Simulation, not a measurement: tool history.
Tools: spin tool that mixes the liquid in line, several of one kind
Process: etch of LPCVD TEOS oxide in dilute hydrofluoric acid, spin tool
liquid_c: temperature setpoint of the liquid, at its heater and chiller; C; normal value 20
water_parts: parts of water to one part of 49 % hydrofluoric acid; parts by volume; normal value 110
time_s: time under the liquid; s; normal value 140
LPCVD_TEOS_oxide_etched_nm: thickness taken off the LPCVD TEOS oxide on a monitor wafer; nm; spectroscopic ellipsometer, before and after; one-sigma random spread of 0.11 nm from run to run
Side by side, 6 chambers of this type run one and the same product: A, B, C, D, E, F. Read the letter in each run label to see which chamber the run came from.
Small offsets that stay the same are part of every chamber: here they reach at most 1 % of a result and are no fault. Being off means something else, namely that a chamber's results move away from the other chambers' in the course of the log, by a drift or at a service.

run   hour  liquid_c  water_parts  time_s  read-back film thickness of the LPCVD TEOS oxide reference wafer, read on the same gauge (nm)  LPCVD_TEOS_oxide_etched_nm
 1D    9.0        20          110     140                                                                                         70.011                      17.933
 2C   16.6        20          110     140                                                                                         69.986                      17.955
 3F   25.0        20          110     140                                                                                         69.993                      17.878
 4B   31.0        20          110     140                                                                                         69.978                      17.992
 5E   38.4        20          110     140                                                                                         69.982                      18.277
 6A   43.5        20          110     140                                                                                         69.988                      18.046
 7F   53.5        20          110     140                                                                                         70.009                      18.181
 8D   62.2        20          110     140                                                                                         70.029                      17.856
 9E   69.7        20          110     140                                                                                         70.015                      18.189
10C   74.8        20           85     140                                                                                         70.012                      24.228
11A   83.0        20           85     140                                                                                         70.011                      23.797
12B   89.4        20           85     140                                                                                         69.986                      24.131
13E  100.2        20           85     140                                                                                         70.015                      24.050
14C  106.1        20           85     140                                                                                         70.002                      24.162
15B  113.3        20           85     140                                                                                         70.003                      23.741
16F  122.4        20          110     140                                                                                         70.005                      18.108
17A  129.6        20          110     140                                                                                         70.004                      18.108
18D  136.6        20          110     140                                                                                         69.993                      18.002
     137.1  -- chamber C: hydrofluoric acid flow meter replaced
19F  146.7        20          110     140                                                                                         70.022                      17.912
20C  156.7        20          110     140                                                                                         70.005                      18.042
21A  166.4        20          110     140                                                                                         69.976                      17.834
     169.7  -- chamber D: hydrofluoric acid flow meter replaced
22B  173.1        20           75      95                                                                                         69.992                      18.312
23E  182.8        20           75      95                                                                                         69.989                      18.712
24D  193.0        20           75      95                                                                                         70.019                      18.800
25D  201.8        20           75      95                                                                                         69.981                      18.690
26B  209.1        20           75      95                                                                                         69.989                      17.613
27C  217.3        20           75      95                                                                                         70.000                      18.739
28F  227.3        20          110     140                                                                                         69.991                      17.933
29A  237.5        20          110     140                                                                                         70.019                      18.058
     244.3  -- chamber A: thermometer replaced
30E  244.7        20          110     140                                                                                         69.993                      18.033
31B  251.4        20          110     140                                                                                         70.006                      17.017
32D  258.6        20          110     140                                                                                         70.031                      18.096
33E  264.8        20          110     140                                                                                         70.001                      18.091
34F  273.0        20          110     140                                                                                         69.982                      18.118
35A  283.4        20          110     140                                                                                         69.951                      17.995
36C  292.9        20          110     140                                                                                         69.991                      18.062
37A  297.9        20          110     140                                                                                         69.997                      18.135

All 6 chambers run these settings next. Forecast each chamber's results:
38A  305.8        20          110     180                                                                                                                          ?
38B  305.8        20          110     180                                                                                                                          ?
38C  305.8        20          110     180                                                                                                                          ?
38D  305.8        20          110     180                                                                                                                          ?
38E  305.8        20          110     180                                                                                                                          ?
38F  305.8        20          110     180                                                                                                                          ?

run  LPCVD_TEOS_oxide_etched_nm
38A                      23.687
38B                      21.575
38C                      23.560
38D                      22.999
38E                      23.200
38F                      23.339
